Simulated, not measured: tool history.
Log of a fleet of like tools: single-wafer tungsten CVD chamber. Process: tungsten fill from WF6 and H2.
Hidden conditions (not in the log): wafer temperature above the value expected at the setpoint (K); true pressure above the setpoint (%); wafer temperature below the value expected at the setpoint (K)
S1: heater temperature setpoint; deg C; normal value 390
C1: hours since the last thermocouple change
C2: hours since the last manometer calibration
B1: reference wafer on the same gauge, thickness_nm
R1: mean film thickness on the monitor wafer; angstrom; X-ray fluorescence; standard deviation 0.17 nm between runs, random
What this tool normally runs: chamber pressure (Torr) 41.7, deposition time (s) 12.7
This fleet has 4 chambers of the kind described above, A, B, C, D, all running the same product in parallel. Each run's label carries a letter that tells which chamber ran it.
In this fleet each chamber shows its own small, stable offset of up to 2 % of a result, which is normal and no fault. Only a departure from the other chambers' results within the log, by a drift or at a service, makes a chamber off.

Run 1A, hour 4.4: usual settings; C1 2025.7; C2 556.6; B1 38.036. Result: R1 353.2 angstrom.
Run 2C, hour 11.3: usual settings; C1 2486.5; C2 1187.3; B1 37.989. Result: R1 359.43 angstrom.
Run 3B, hour 18.5: usual settings; C1 868.3; C2 105.2; B1 37.955. Result: R1 362.05 angstrom.
Run 4D, hour 22.7: usual settings; C1 671.8; C2 803.6; B1 38.03. Result: R1 354.21 angstrom.
Run 5D, hour 26: usual settings; C1 675.1; C2 806.9; B1 38.015. Result: R1 352.82 angstrom.
Run 6A, hour 32: usual settings but chamber pressure (Torr) 48.1, deposition time (s) 13.5; C1 2053.3; C2 584.2; B1 37.986. Result: R1 398.94 angstrom.
Run 7C, hour 37.6: usual settings but chamber pressure (Torr) 48.1, deposition time (s) 13.5; C1 2512.8; C2 1213.6; B1 38.03. Result: R1 411.8 angstrom.
Run 8B, hour 41.6: usual settings but chamber pressure (Torr) 48.1, deposition time (s) 13.5; C1 891.4; C2 128.3; B1 37.989. Result: R1 410.02 angstrom.
Run 9A, hour 48.1: usual settings but chamber pressure (Torr) 48.1, deposition time (s) 13.5; C1 2069.4; C2 600.3; B1 38.001. Result: R1 401.29 angstrom.
Run 10D, hour 53.2: usual settings; C1 702.3; C2 834.1; B1 37.978. Result: R1 354.19 angstrom.
Run 11C, hour 58.6: usual settings; C1 2533.8; C2 1234.6; B1 38.001. Result: R1 363.52 angstrom.
Run 12B, hour 64.1: usual settings; C1 913.9; C2 150.8; B1 37.966. Result: R1 362.36 angstrom.
Run 13B, hour 68.7: usual settings; C1 918.5; C2 155.4; B1 38.028. Result: R1 360.63 angstrom.
At hour 71.3: chamber C: thermocouple changed; heater temperature recalibrated.
Run 14C, hour 72.4: usual settings; C1 1.1; C2 1248.4; B1 38.005. Result: R1 379.52 angstrom.
Run 15A, hour 77.6: usual settings; C1 2098.9; C2 629.8; B1 37.983. Result: R1 352.24 angstrom.
Run 16D, hour 84.3: usual settings; C1 733.4; C2 865.2; B1 37.977. Result: R1 355.65 angstrom.
Run 17A, hour 89.5: usual settings; C1 2110.8; C2 641.7; B1 38.043. Result: R1 350.36 angstrom.
Run 18C, hour 94.3: usual settings; C1 23; C2 1270.3; B1 38.021. Result: R1 374.63 angstrom.
Run 19D, hour 100.5: usual settings; C1 749.6; C2 881.4; B1 37.967. Result: R1 350.4 angstrom.
Run 20B, hour 105.9: usual settings; C1 955.7; C2 192.6; B1 37.994. Result: R1 363.34 angstrom.
Run 21B, hour 111.8: usual settings but chamber pressure (Torr) 36, deposition time (s) 13.9; C1 961.6; C2 198.5; B1 37.994. Result: R1 373.11 angstrom.
Run 22A, hour 115.2: usual settings but chamber pressure (Torr) 36, deposition time (s) 13.9; C1 2136.5; C2 667.4; B1 37.943. Result: R1 358.51 angstrom.
Run 23D, hour 120.8: usual settings but chamber pressure (Torr) 36, deposition time (s) 13.9; C1 769.9; C2 901.7; B1 37.995. Result: R1 360.57 angstrom.
Run 24C, hour 126.7: usual settings but chamber pressure (Torr) 36, deposition time (s) 13.9; C1 55.4; C2 1302.7; B1 38.037. Result: R1 381.81 angstrom.
Run 25B, hour 131.6: usual settings; C1 981.4; C2 218.3; B1 38.01. Result: R1 360.71 angstrom.
Run 26A, hour 137.5: usual settings; C1 2158.8; C2 689.7; B1 38.015. Result: R1 349.34 angstrom.
Run 27C, hour 144.2: usual settings; C1 72.9; C2 1320.2; B1 38.003. Result: R1 376.25 angstrom.
Run 28D, hour 151.2: usual settings; C1 800.3; C2 932.1; B1 37.991. Result: R1 354.62 angstrom.
Run 29D, hour 155.5: usual settings; C1 804.6; C2 936.4; B1 37.976. Result: R1 353.31 angstrom.
Run 30A, hour 160.7: usual settings; C1 2182; C2 712.9; B1 38.005. Result: R1 352.44 angstrom.
Run 31C, hour 167.8: usual settings; C1 96.5; C2 1343.8; B1 37.997. Result: R1 379.3 angstrom.
Run 32B, hour 173.3: usual settings; C1 1023.1; C2 260; B1 37.973. Result: R1 358.85 angstrom.
Run 33D, hour 176.9: usual settings but deposition time (s) 11.1; C1 826; C2 957.8; B1 37.972. Result: R1 310.42 angstrom.
Run 34B, hour 180.7: usual settings but deposition time (s) 11.1; C1 1030.5; C2 267.4; B1 38.046. Result: R1 316.4 angstrom.
Run 35C, hour 184.6: usual settings but deposition time (s) 11.1; C1 113.3; C2 1360.6; B1 38.011. Result: R1 327.32 angstrom.
Run 36A, hour 188.5: usual settings but deposition time (s) 11.1; C1 2209.8; C2 740.7; B1 38.01. Result: R1 310.64 angstrom.
Run 37C, hour 194: usual settings; C1 122.7; C2 1370; B1 38.002. Result: R1 379.03 angstrom.
Run 38B, hour 199.6: usual settings; C1 1049.4; C2 286.3; B1 38.006. Result: R1 360.98 angstrom.
Run 39A, hour 205.9: usual settings; C1 2227.2; C2 758.1; B1 37.992. Result: R1 352 angstrom.
Run 40D, hour 211.6: usual settings; C1 860.7; C2 992.5; B1 37.999. Result: R1 356.71 angstrom.

Next, every chamber runs the same settings. What will each give?
Run 41A, hour 216.8: usual settings. Result: R1 ?.
Run 41B, hour 216.8: usual settings. Result: R1 ?.
Run 41C, hour 216.8: usual settings. Result: R1 ?.
Run 41D, hour 216.8: usual settings. Result: R1 ?.

run      R1
41A  348.32
41B  360.14
41C  378.78
41D  355.25
